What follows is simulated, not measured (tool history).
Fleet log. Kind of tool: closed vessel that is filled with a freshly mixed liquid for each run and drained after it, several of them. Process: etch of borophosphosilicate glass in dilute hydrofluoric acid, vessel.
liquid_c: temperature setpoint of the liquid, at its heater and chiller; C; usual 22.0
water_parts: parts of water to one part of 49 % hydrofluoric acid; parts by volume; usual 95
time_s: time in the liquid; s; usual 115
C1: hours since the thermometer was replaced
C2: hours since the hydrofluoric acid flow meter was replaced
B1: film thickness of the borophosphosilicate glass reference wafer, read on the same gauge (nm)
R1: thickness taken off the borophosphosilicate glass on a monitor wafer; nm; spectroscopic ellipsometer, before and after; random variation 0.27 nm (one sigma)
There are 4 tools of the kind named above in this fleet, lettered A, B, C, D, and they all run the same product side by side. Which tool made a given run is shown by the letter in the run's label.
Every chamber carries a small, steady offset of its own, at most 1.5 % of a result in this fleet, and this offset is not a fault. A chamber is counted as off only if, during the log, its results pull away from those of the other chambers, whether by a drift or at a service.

Run 1B, hour 12.7: usual settings; C1 1695.1; C2 373.5; B1 90.021. Result: R1 60.230 nm.
Run 2C, hour 19.5: usual settings; C1 1490.1; C2 466.8; B1 90.024. Result: R1 60.100 nm.
Run 3A, hour 33.2: usual settings; C1 361.9; C2 1017.6; B1 90.000. Result: R1 59.742 nm.
At hour 41.8: chamber B: thermometer replaced.
Run 4D, hour 42.0: usual settings; C1 740.3; C2 1963.0; B1 89.988. Result: R1 59.234 nm.
Run 5C, hour 55.5: usual settings; C1 1526.1; C2 502.8; B1 89.981. Result: R1 59.881 nm.
At hour 61.3: chamber D: hydrofluoric acid flow meter replaced.
Run 6A, hour 64.9: usual settings; C1 393.6; C2 1049.3; B1 89.994. Result: R1 59.796 nm.
Run 7B, hour 79.0: usual settings; C1 37.2; C2 439.8; B1 90.009. Result: R1 59.728 nm.
Run 8D, hour 85.5: usual settings but liquid_c 26.5 C; C1 783.8; C2 24.3; B1 90.001. Result: R1 71.619 nm.
Run 9B, hour 93.3: usual settings but liquid_c 26.5 C; C1 51.5; C2 454.1; B1 89.982. Result: R1 71.414 nm.
Run 10D, hour 103.7: usual settings but liquid_c 26.5 C; C1 802.0; C2 42.5; B1 89.990. Result: R1 72.096 nm.
At hour 105.5: chamber C: thermometer replaced.
Run 11C, hour 112.1: usual settings but liquid_c 26.5 C; C1 6.7; C2 559.4; B1 89.998. Result: R1 71.716 nm.
Run 12A, hour 124.0: usual settings; C1 452.7; C2 1108.4; B1 89.994. Result: R1 59.583 nm.
Run 13C, hour 131.5: usual settings but liquid_c 24.5 C, water_parts 115 parts by volume; C1 26.1; C2 578.8; B1 90.011. Result: R1 52.702 nm.
Run 14D, hour 138.1: usual settings but liquid_c 24.5 C, water_parts 115 parts by volume; C1 836.4; C2 76.9; B1 90.012. Result: R1 53.787 nm.
Run 15A, hour 149.6: usual settings but liquid_c 24.5 C, water_parts 115 parts by volume; C1 478.3; C2 1134.0; B1 90.006. Result: R1 53.233 nm.
Run 16B, hour 162.9: usual settings but liquid_c 24.5 C, water_parts 115 parts by volume; C1 121.1; C2 523.7; B1 89.998. Result: R1 53.019 nm.
Run 17A, hour 170.2: usual settings; C1 498.9; C2 1154.6; B1 90.004. Result: R1 60.271 nm.
At hour 179.4: chamber C: hydrofluoric acid flow meter replaced.
Run 18B, hour 183.3: usual settings but water_parts 115 parts by volume, time_s 85 s; C1 141.5; C2 544.1; B1 90.028. Result: R1 35.758 nm.
Run 19D, hour 191.4: usual settings but water_parts 115 parts by volume, time_s 85 s; C1 889.7; C2 130.2; B1 89.998. Result: R1 35.704 nm.
At hour 196.8: chamber B: hydrofluoric acid flow meter replaced.
Run 20C, hour 199.3: usual settings but water_parts 115 parts by volume, time_s 85 s; C1 93.9; C2 19.9; B1 90.021. Result: R1 35.497 nm.
Run 21C, hour 206.4: usual settings but water_parts 115 parts by volume, time_s 85 s; C1 101.0; C2 27.0; B1 90.006. Result: R1 35.788 nm.
Run 22A, hour 212.8: usual settings; C1 541.5; C2 1197.2; B1 90.007. Result: R1 59.544 nm.
Run 23B, hour 226.3: usual settings; C1 184.5; C2 29.5; B1 89.962. Result: R1 60.074 nm.
Run 24D, hour 235.9: usual settings but time_s 140 s; C1 934.2; C2 174.7; B1 89.986. Result: R1 72.946 nm.
Run 25A, hour 249.5: usual settings but time_s 140 s; C1 578.2; C2 1233.9; B1 89.985. Result: R1 72.840 nm.
Run 26D, hour 262.0: usual settings but time_s 140 s; C1 960.3; C2 200.8; B1 89.990. Result: R1 72.916 nm.
Run 27B, hour 275.6: usual settings but time_s 140 s; C1 233.8; C2 78.8; B1 90.013. Result: R1 72.318 nm.
Run 28C, hour 287.5: usual settings; C1 182.1; C2 108.1; B1 90.034. Result: R1 59.922 nm.
Run 29D, hour 295.9: usual settings; C1 994.2; C2 234.7; B1 89.983. Result: R1 59.845 nm.
Run 30C, hour 307.0: usual settings; C1 201.6; C2 127.6; B1 89.989. Result: R1 60.028 nm.
Run 31A, hour 318.6: usual settings; C1 647.3; C2 1303.0; B1 90.012. Result: R1 60.294 nm.
Run 32B, hour 328.8: usual settings; C1 287.0; C2 132.0; B1 90.008. Result: R1 60.454 nm.
Run 33D, hour 343.2: usual settings; C1 1041.5; C2 282.0; B1 90.002. Result: R1 59.191 nm.
Run 34C, hour 352.9: usual settings; C1 247.5; C2 173.5; B1 89.981. Result: R1 59.962 nm.
Run 35B, hour 361.5: usual settings but liquid_c 26.5 C, water_parts 60 parts by volume; C1 319.7; C2 164.7; B1 90.011. Result: R1 120.510 nm.
Run 36A, hour 373.1: usual settings but liquid_c 26.5 C, water_parts 60 parts by volume; C1 701.8; C2 1357.5; B1 89.984. Result: R1 119.290 nm.
Run 37C, hour 380.2: usual settings but liquid_c 26.5 C, water_parts 60 parts by volume; C1 274.8; C2 200.8; B1 90.021. Result: R1 119.880 nm.

Next, every chamber runs the same settings. What will each give?
Run 38A, hour 390.7: usual settings but time_s 65 s. Result: R1 ?.
Run 38B, hour 390.7: usual settings but time_s 65 s. Result: R1 ?.
Run 38C, hour 390.7: usual settings but time_s 65 s. Result: R1 ?.
Run 38D, hour 390.7: usual settings but time_s 65 s. Result: R1 ?.

run      R1
38A  33.794
38B  34.189
38C  33.973
38D  33.901
